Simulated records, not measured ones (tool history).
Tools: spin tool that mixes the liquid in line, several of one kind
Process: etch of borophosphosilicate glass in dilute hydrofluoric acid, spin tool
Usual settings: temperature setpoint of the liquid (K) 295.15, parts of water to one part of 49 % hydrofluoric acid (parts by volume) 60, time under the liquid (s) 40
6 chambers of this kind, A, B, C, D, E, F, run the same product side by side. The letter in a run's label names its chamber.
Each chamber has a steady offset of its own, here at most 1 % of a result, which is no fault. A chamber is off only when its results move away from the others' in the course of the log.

run,hour,temperature setpoint of the liquid (K),parts of water to one part of 49 % hydrofluoric acid (parts by volume),time under the liquid (s),hours since the thermometer was replaced,hours since the hydrofluoric acid flow meter was replaced,"read-back film thickness of the borophosphosilicate glass reference wafer, read on the same gauge (nm)",thickness taken off the borophosphosilicate glass on a monitor wafer (angstrom)
1F,5.6,295.15,60,40,842.9,293.7,50.024,302.10
2E,11.9,295.15,60,40,1893.9,202.2,50.000,302.42
3D,18.0,295.15,60,40,1391.8,1032.8,49.946,303.65
4A,24.3,295.15,60,40,1222.6,514.1,50.059,302.20
5B,30.3,295.15,60,40,178.6,373.6,49.979,309.66
6C,35.8,295.15,60,40,1402.3,804.3,50.027,299.15
7C,40.9,295.15,60,40,1407.4,809.4,50.019,304.42
8A,46.6,295.15,60,40,1244.9,536.4,50.005,302.26
9E,49.4,295.15,60,40,1931.4,239.7,49.962,303.11
10F,54.3,295.15,60,40,891.6,342.4,49.989,304.87
11D,60.7,295.15,60,40,1434.5,1075.5,50.012,303.23
12B,66.0,295.15,60,40,214.3,409.3,49.989,302.79
13B,69.8,295.15,60,40,218.1,413.1,50.003,305.29
14F,74.6,295.15,60,40,911.9,362.7,50.011,302.41
15C,78.3,295.15,60,40,1444.8,846.8,49.972,299.73
16D,82.9,295.15,80,65,1456.7,1097.7,49.949,366.22
17A,89.3,295.15,80,65,1287.6,579.1,49.968,355.44
18E,94.5,295.15,80,65,1976.5,284.8,49.981,355.14
19A,99.5,295.15,80,65,1297.8,589.3,50.022,355.78
20B,103.8,295.15,80,65,252.1,447.1,49.999,361.00
21F,107.0,295.15,80,65,944.3,395.1,49.979,363.82
22D,112.3,295.15,60,40,1486.1,1127.1,49.983,302.74
23E,115.7,295.15,60,40,1997.7,306.0,50.064,296.76
24C,118.9,290.65,40,40,1485.4,887.4,49.997,390.13
# hour 119.1: chamber C: thermometer replaced
25C,121.9,290.65,40,40,2.9,890.4,50.085,391.60
26B,127.8,290.65,40,40,276.1,471.1,50.073,387.11
27E,132.4,290.65,40,40,2014.4,322.7,49.968,380.51
28D,136.7,290.65,40,40,1510.5,1151.5,50.007,388.84
# hour 138.9: chamber F: thermometer replaced
29F,139.8,290.65,40,40,1.0,427.9,50.002,375.67
# hour 143.9: chamber C: hydrofluoric acid flow meter replaced
30A,145.9,295.15,60,40,1344.2,635.7,49.991,291.54
31D,149.4,295.15,60,40,1523.2,1164.2,50.011,304.76
32B,155.6,295.15,60,40,303.9,498.9,49.967,304.03
33F,161.1,295.15,60,40,22.3,449.2,49.991,298.52
34A,164.1,295.15,60,40,1362.4,653.9,49.928,293.82
35C,169.9,295.15,60,40,50.9,26.1,49.974,300.96
36E,174.5,295.15,60,40,2056.5,364.8,50.034,300.32
37C,180.2,295.15,60,40,61.2,36.4,50.033,303.65
38E,185.0,295.15,60,40,2067.0,375.3,50.012,294.94
39D,189.7,295.15,60,40,1563.5,1204.5,49.970,307.43
40B,196.1,295.15,60,40,344.4,539.4,49.986,307.41
41A,200.6,295.15,60,40,1398.9,690.4,49.981,287.60
42F,204.0,295.15,60,40,65.2,492.1,50.006,306.07
43F,208.5,295.15,60,40,69.7,496.6,50.036,303.61
44D,212.1,295.15,60,40,1585.9,1226.9,50.030,307.67

Next, every chamber runs the same settings. What will each give?
45A,216.8,290.65,60,40,,,,?
45B,216.8,290.65,60,40,,,,?
45C,216.8,290.65,60,40,,,,?
45D,216.8,290.65,60,40,,,,?
45E,216.8,290.65,60,40,,,,?
45F,216.8,290.65,60,40,,,,?

run,thickness taken off the borophosphosilicate glass on a monitor wafer (angstrom)
45A,235.17
45B,249.48
45C,254.06
45D,248.60
45E,248.80
45F,250.23
